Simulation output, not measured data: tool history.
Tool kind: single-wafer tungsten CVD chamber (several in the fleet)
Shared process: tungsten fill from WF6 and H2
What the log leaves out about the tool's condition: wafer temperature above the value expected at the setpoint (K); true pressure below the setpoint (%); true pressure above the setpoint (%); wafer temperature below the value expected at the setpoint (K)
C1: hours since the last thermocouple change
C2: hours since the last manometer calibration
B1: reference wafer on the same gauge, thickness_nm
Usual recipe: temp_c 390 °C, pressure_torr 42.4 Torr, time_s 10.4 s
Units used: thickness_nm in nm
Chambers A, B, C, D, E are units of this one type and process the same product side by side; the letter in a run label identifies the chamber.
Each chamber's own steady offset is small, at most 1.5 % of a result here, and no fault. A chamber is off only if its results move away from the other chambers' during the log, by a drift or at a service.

{"run": "1B", "hour": 6.9, "temp_c": 390, "pressure_torr": 42.4, "time_s": 10.4, "C1": 2184.2, "C2": 86.6, "B1": 28.698, "thickness_nm": 29.824}
{"run": "2C", "hour": 13.1, "temp_c": 390, "pressure_torr": 42.4, "time_s": 10.4, "C1": 520.0, "C2": 541.1, "B1": 28.74, "thickness_nm": 28.986}
{"run": "3D", "hour": 19.4, "temp_c": 390, "pressure_torr": 42.4, "time_s": 10.4, "C1": 2628.5, "C2": 608.7, "B1": 28.714, "thickness_nm": 29.61}
{"run": "4A", "hour": 24.9, "temp_c": 390, "pressure_torr": 42.4, "time_s": 10.4, "C1": 493.1, "C2": 153.3, "B1": 28.693, "thickness_nm": 28.897}
{"run": "5E", "hour": 32.8, "temp_c": 390, "pressure_torr": 42.4, "time_s": 10.4, "C1": 1766.4, "C2": 1078.2, "B1": 28.724, "thickness_nm": 29.372}
{"run": "6D", "hour": 38.5, "temp_c": 390, "pressure_torr": 42.4, "time_s": 10.4, "C1": 2647.6, "C2": 627.8, "B1": 28.71, "thickness_nm": 29.384}
{"run": "7C", "hour": 46.0, "temp_c": 390, "pressure_torr": 42.4, "time_s": 10.4, "C1": 552.9, "C2": 574.0, "B1": 28.665, "thickness_nm": 29.577}
{"run": "8A", "hour": 52.0, "temp_c": 390, "pressure_torr": 42.4, "time_s": 10.4, "C1": 520.2, "C2": 180.4, "B1": 28.675, "thickness_nm": 28.754}
{"hour": 52.7, "done": "chamber B: thermocouple changed; heater temperature recalibrated"}
{"run": "9B", "hour": 56.9, "temp_c": 390, "pressure_torr": 42.4, "time_s": 10.4, "C1": 4.2, "C2": 136.6, "B1": 28.673, "thickness_nm": 29.689}
{"run": "10E", "hour": 63.6, "temp_c": 390, "pressure_torr": 42.4, "time_s": 10.4, "C1": 1797.2, "C2": 1109.0, "B1": 28.689, "thickness_nm": 29.039}
{"run": "11C", "hour": 69.1, "temp_c": 376, "pressure_torr": 42.4, "time_s": 9.5, "C1": 576.0, "C2": 597.1, "B1": 28.695, "thickness_nm": 20.349}
{"run": "12D", "hour": 73.8, "temp_c": 376, "pressure_torr": 42.4, "time_s": 9.5, "C1": 2682.9, "C2": 663.1, "B1": 28.677, "thickness_nm": 20.182}
{"run": "13B", "hour": 81.3, "temp_c": 376, "pressure_torr": 42.4, "time_s": 9.5, "C1": 28.6, "C2": 161.0, "B1": 28.671, "thickness_nm": 20.556}
{"run": "14E", "hour": 88.3, "temp_c": 376, "pressure_torr": 42.4, "time_s": 9.5, "C1": 1821.9, "C2": 1133.7, "B1": 28.707, "thickness_nm": 19.96}
{"run": "15A", "hour": 93.3, "temp_c": 376, "pressure_torr": 42.4, "time_s": 9.5, "C1": 561.5, "C2": 221.7, "B1": 28.672, "thickness_nm": 20.041}
{"run": "16A", "hour": 101.2, "temp_c": 390, "pressure_torr": 42.4, "time_s": 10.4, "C1": 569.4, "C2": 229.6, "B1": 28.719, "thickness_nm": 29.253}
{"hour": 104.6, "done": "chamber D: thermocouple changed; heater temperature recalibrated"}
{"run": "17D", "hour": 105.2, "temp_c": 390, "pressure_torr": 42.4, "time_s": 10.4, "C1": 0.7, "C2": 694.5, "B1": 28.676, "thickness_nm": 30.774}
{"run": "18B", "hour": 110.0, "temp_c": 390, "pressure_torr": 42.4, "time_s": 10.4, "C1": 57.3, "C2": 189.7, "B1": 28.72, "thickness_nm": 29.251}
{"run": "19E", "hour": 117.9, "temp_c": 390, "pressure_torr": 42.4, "time_s": 10.4, "C1": 1851.5, "C2": 1163.3, "B1": 28.702, "thickness_nm": 29.431}
{"run": "20C", "hour": 123.8, "temp_c": 390, "pressure_torr": 42.4, "time_s": 10.4, "C1": 630.7, "C2": 651.8, "B1": 28.699, "thickness_nm": 29.393}
{"run": "21C", "hour": 128.8, "temp_c": 390, "pressure_torr": 42.4, "time_s": 10.4, "C1": 635.7, "C2": 656.8, "B1": 28.731, "thickness_nm": 29.404}
{"run": "22B", "hour": 134.2, "temp_c": 390, "pressure_torr": 42.4, "time_s": 10.4, "C1": 81.5, "C2": 213.9, "B1": 28.699, "thickness_nm": 29.621}
{"run": "23E", "hour": 138.4, "temp_c": 390, "pressure_torr": 42.4, "time_s": 9.5, "C1": 1872.0, "C2": 1183.8, "B1": 28.672, "thickness_nm": 26.664}
{"run": "24D", "hour": 146.3, "temp_c": 390, "pressure_torr": 42.4, "time_s": 9.5, "C1": 41.8, "C2": 735.6, "B1": 28.703, "thickness_nm": 28.304}
{"run": "25A", "hour": 150.5, "temp_c": 390, "pressure_torr": 42.4, "time_s": 9.5, "C1": 618.7, "C2": 278.9, "B1": 28.708, "thickness_nm": 26.424}
{"run": "26E", "hour": 157.0, "temp_c": 390, "pressure_torr": 42.4, "time_s": 9.5, "C1": 1890.6, "C2": 1202.4, "B1": 28.721, "thickness_nm": 26.643}
{"run": "27C", "hour": 162.9, "temp_c": 390, "pressure_torr": 42.4, "time_s": 9.5, "C1": 669.8, "C2": 690.9, "B1": 28.689, "thickness_nm": 26.858}
{"run": "28A", "hour": 170.7, "temp_c": 390, "pressure_torr": 42.4, "time_s": 10.4, "C1": 638.9, "C2": 299.1, "B1": 28.646, "thickness_nm": 28.962}
{"run": "29D", "hour": 174.2, "temp_c": 390, "pressure_torr": 42.4, "time_s": 10.4, "C1": 69.7, "C2": 763.5, "B1": 28.704, "thickness_nm": 31.044}
{"run": "30B", "hour": 177.7, "temp_c": 390, "pressure_torr": 42.4, "time_s": 10.4, "C1": 125.0, "C2": 257.4, "B1": 28.681, "thickness_nm": 29.699}
{"run": "31C", "hour": 184.5, "temp_c": 390, "pressure_torr": 42.4, "time_s": 10.4, "C1": 691.4, "C2": 712.5, "B1": 28.669, "thickness_nm": 29.415}
{"run": "32B", "hour": 191.8, "temp_c": 390, "pressure_torr": 42.4, "time_s": 10.4, "C1": 139.1, "C2": 271.5, "B1": 28.701, "thickness_nm": 29.542}
{"run": "33D", "hour": 195.7, "temp_c": 390, "pressure_torr": 47.2, "time_s": 11.0, "C1": 91.2, "C2": 785.0, "B1": 28.721, "thickness_nm": 34.156}

Next, all 5 chambers run the settings below, one line each with question marks for the results. What does each chamber give?
{"run": "34A", "hour": 201.5, "temp_c": 403, "pressure_torr": 42.4, "time_s": 10.4, "thickness_nm": "?"}
{"run": "34B", "hour": 201.5, "temp_c": 403, "pressure_torr": 42.4, "time_s": 10.4, "thickness_nm": "?"}
{"run": "34C", "hour": 201.5, "temp_c": 403, "pressure_torr": 42.4, "time_s": 10.4, "thickness_nm": "?"}
{"run": "34D", "hour": 201.5, "temp_c": 403, "pressure_torr": 42.4, "time_s": 10.4, "thickness_nm": "?"}
{"run": "34E", "hour": 201.5, "temp_c": 403, "pressure_torr": 42.4, "time_s": 10.4, "thickness_nm": "?"}

run=34A thickness_nm=36.660
run=34B thickness_nm=37.642
run=34C thickness_nm=37.507
run=34D thickness_nm=39.009
run=34E thickness_nm=37.146
